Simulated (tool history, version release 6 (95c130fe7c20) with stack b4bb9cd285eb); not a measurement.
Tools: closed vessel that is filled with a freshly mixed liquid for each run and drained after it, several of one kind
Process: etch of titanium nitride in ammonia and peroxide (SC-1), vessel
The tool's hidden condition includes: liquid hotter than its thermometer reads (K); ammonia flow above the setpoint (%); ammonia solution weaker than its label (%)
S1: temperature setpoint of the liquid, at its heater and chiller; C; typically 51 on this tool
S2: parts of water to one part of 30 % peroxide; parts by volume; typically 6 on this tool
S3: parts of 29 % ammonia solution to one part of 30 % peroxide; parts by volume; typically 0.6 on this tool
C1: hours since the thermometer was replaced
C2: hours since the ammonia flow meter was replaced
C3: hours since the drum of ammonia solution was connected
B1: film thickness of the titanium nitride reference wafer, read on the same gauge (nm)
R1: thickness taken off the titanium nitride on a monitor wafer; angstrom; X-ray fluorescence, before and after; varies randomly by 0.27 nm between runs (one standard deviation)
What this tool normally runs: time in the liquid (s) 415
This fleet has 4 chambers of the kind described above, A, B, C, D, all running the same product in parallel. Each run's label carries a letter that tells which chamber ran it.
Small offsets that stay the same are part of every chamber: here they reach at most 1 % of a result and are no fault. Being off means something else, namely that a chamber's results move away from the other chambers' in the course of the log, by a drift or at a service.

run 1D hour=4.6 | S1=51 S2=6 S3=0.6 time_in_the_liquid_(s)=415 | C1=147.7 C2=765.5 C3=781.9 | B1=40.018 | R1=444.64
run 2B hour=9.9 | S1=51 S2=6 S3=0.6 time_in_the_liquid_(s)=415 | C1=531.4 C2=225.0 C3=126.7 | B1=39.996 | R1=452.09
run 3A hour=14.8 | S1=51 S2=6 S3=0.6 time_in_the_liquid_(s)=415 | C1=156.1 C2=593.6 C3=546.3 | B1=40.014 | R1=449.18
run 4C hour=18.2 | S1=51 S2=6 S3=0.6 time_in_the_liquid_(s)=415 | C1=2145.5 C2=1175.5 C3=111.9 | B1=39.961 | R1=445.29
run 5D hour=24.7 | S1=51 S2=6 S3=0.6 time_in_the_liquid_(s)=415 | C1=167.8 C2=785.6 C3=802.0 | B1=39.995 | R1=448.25
run 6B hour=31.9 | S1=51 S2=6 S3=0.6 time_in_the_liquid_(s)=415 | C1=553.4 C2=247.0 C3=148.7 | B1=39.992 | R1=448.31
run 7C hour=37.9 | S1=51 S2=6 S3=0.6 time_in_the_liquid_(s)=415 | C1=2165.2 C2=1195.2 C3=131.6 | B1=40.042 | R1=448.56
run 8A hour=45.3 | S1=51 S2=6 S3=0.6 time_in_the_liquid_(s)=415 | C1=186.6 C2=624.1 C3=576.8 | B1=40.001 | R1=455.37
run 9B hour=49.8 | S1=51 S2=6 S3=0.6 time_in_the_liquid_(s)=415 | C1=571.3 C2=264.9 C3=166.6 | B1=40.001 | R1=443.32
run 10A hour=55.1 | S1=51 S2=6 S3=0.6 time_in_the_liquid_(s)=415 | C1=196.4 C2=633.9 C3=586.6 | B1=40.001 | R1=446.53
run 11C hour=61.4 | S1=51 S2=6 S3=0.6 time_in_the_liquid_(s)=415 | C1=2188.7 C2=1218.7 C3=155.1 | B1=40.019 | R1=444.23
run 12D hour=64.8 | S1=51 S2=6 S3=0.6 time_in_the_liquid_(s)=415 | C1=207.9 C2=825.7 C3=842.1 | B1=40.003 | R1=447.81
run 13D hour=71.0 | S1=51 S2=6 S3=0.6 time_in_the_liquid_(s)=415 | C1=214.1 C2=831.9 C3=848.3 | B1=39.985 | R1=448.44
run 14B hour=78.5 | S1=51 S2=6 S3=0.6 time_in_the_liquid_(s)=415 | C1=600.0 C2=293.6 C3=195.3 | B1=39.989 | R1=447.15
run 15C hour=82.2 | S1=51 S2=6 S3=0.6 time_in_the_liquid_(s)=415 | C1=2209.5 C2=1239.5 C3=175.9 | B1=39.953 | R1=447.50
run 16A hour=89.0 | S1=51 S2=6 S3=0.6 time_in_the_liquid_(s)=415 | C1=230.3 C2=667.8 C3=620.5 | B1=40.029 | R1=448.95
-- hour=90.4 chamber A: new drum of ammonia solution connected
run 17C hour=96.2 | S1=51 S2=6 S3=0.6 time_in_the_liquid_(s)=415 | C1=2223.5 C2=1253.5 C3=189.9 | B1=39.983 | R1=443.30
run 18D hour=100.5 | S1=51 S2=6 S3=0.6 time_in_the_liquid_(s)=415 | C1=243.6 C2=861.4 C3=877.8 | B1=39.981 | R1=453.01
run 19A hour=104.5 | S1=51 S2=9 S3=0.6 time_in_the_liquid_(s)=225 | C1=245.8 C2=683.3 C3=14.2 | B1=39.990 | R1=199.20
run 20B hour=108.1 | S1=51 S2=9 S3=0.6 time_in_the_liquid_(s)=225 | C1=629.6 C2=323.2 C3=224.9 | B1=40.006 | R1=200.28
run 21C hour=113.4 | S1=51 S2=9 S3=0.6 time_in_the_liquid_(s)=225 | C1=2240.7 C2=1270.7 C3=207.1 | B1=39.993 | R1=200.64
run 22D hour=116.8 | S1=51 S2=9 S3=0.6 time_in_the_liquid_(s)=225 | C1=259.9 C2=877.7 C3=894.1 | B1=40.033 | R1=202.19
run 23B hour=122.0 | S1=51 S2=6 S3=0.6 time_in_the_liquid_(s)=415 | C1=643.5 C2=337.1 C3=238.8 | B1=39.998 | R1=450.49
run 24A hour=125.5 | S1=51 S2=6 S3=0.6 time_in_the_liquid_(s)=415 | C1=266.8 C2=704.3 C3=35.2 | B1=40.041 | R1=449.95
run 25B hour=129.6 | S1=51 S2=6 S3=0.6 time_in_the_liquid_(s)=415 | C1=651.1 C2=344.7 C3=246.4 | B1=40.019 | R1=449.47
run 26C hour=136.4 | S1=51 S2=6 S3=0.6 time_in_the_liquid_(s)=415 | C1=2263.7 C2=1293.7 C3=230.1 | B1=40.019 | R1=446.98
run 27A hour=143.3 | S1=51 S2=6 S3=0.6 time_in_the_liquid_(s)=415 | C1=284.6 C2=722.1 C3=53.0 | B1=40.028 | R1=451.69
run 28D hour=150.7 | S1=51 S2=6 S3=0.6 time_in_the_liquid_(s)=415 | C1=293.8 C2=911.6 C3=928.0 | B1=40.017 | R1=467.42
run 29C hour=154.6 | S1=51 S2=6 S3=0.6 time_in_the_liquid_(s)=415 | C1=2281.9 C2=1311.9 C3=248.3 | B1=39.994 | R1=446.83
run 30B hour=160.2 | S1=51 S2=6 S3=0.6 time_in_the_liquid_(s)=415 | C1=681.7 C2=375.3 C3=277.0 | B1=39.991 | R1=448.35
run 31D hour=165.2 | S1=51 S2=6 S3=0.6 time_in_the_liquid_(s)=415 | C1=308.3 C2=926.1 C3=942.5 | B1=39.984 | R1=471.64
-- hour=170.0 chamber B: ammonia flow meter replaced
run 32A hour=170.7 | S1=51 S2=6 S3=0.6 time_in_the_liquid_(s)=415 | C1=312.0 C2=749.5 C3=80.4 | B1=40.014 | R1=452.10
run 33D hour=173.9 | S1=51 S2=6 S3=0.6 time_in_the_liquid_(s)=415 | C1=317.0 C2=934.8 C3=951.2 | B1=40.015 | R1=465.21
run 34C hour=178.8 | S1=51 S2=6 S3=0.6 time_in_the_liquid_(s)=340 | C1=2306.1 C2=1336.1 C3=272.5 | B1=40.021 | R1=364.13
run 35A hour=183.6 | S1=51 S2=6 S3=0.6 time_in_the_liquid_(s)=340 | C1=324.9 C2=762.4 C3=93.3 | B1=40.016 | R1=371.36
run 36B hour=187.0 | S1=51 S2=6 S3=0.6 time_in_the_liquid_(s)=340 | C1=708.5 C2=17.0 C3=303.8 | B1=39.959 | R1=368.64
run 37A hour=191.5 | S1=51 S2=6 S3=0.6 time_in_the_liquid_(s)=340 | C1=332.8 C2=770.3 C3=101.2 | B1=39.983 | R1=366.51
run 38D hour=196.7 | S1=51 S2=6 S3=0.6 time_in_the_liquid_(s)=415 | C1=339.8 C2=957.6 C3=974.0 | B1=40.006 | R1=478.84

Next, all 4 chambers run the settings below, one line each with question marks for the results. What does each chamber give?
run 39A hour=202.1 | S1=51 S2=6 S3=0.6 time_in_the_liquid_(s)=415 | R1=?
run 39B hour=202.1 | S1=51 S2=6 S3=0.6 time_in_the_liquid_(s)=415 | R1=?
run 39C hour=202.1 | S1=51 S2=6 S3=0.6 time_in_the_liquid_(s)=415 | R1=?
run 39D hour=202.1 | S1=51 S2=6 S3=0.6 time_in_the_liquid_(s)=415 | R1=?

run=39A R1=451.05
run=39B R1=448.13
run=39C R1=442.26
run=39D R1=482.35
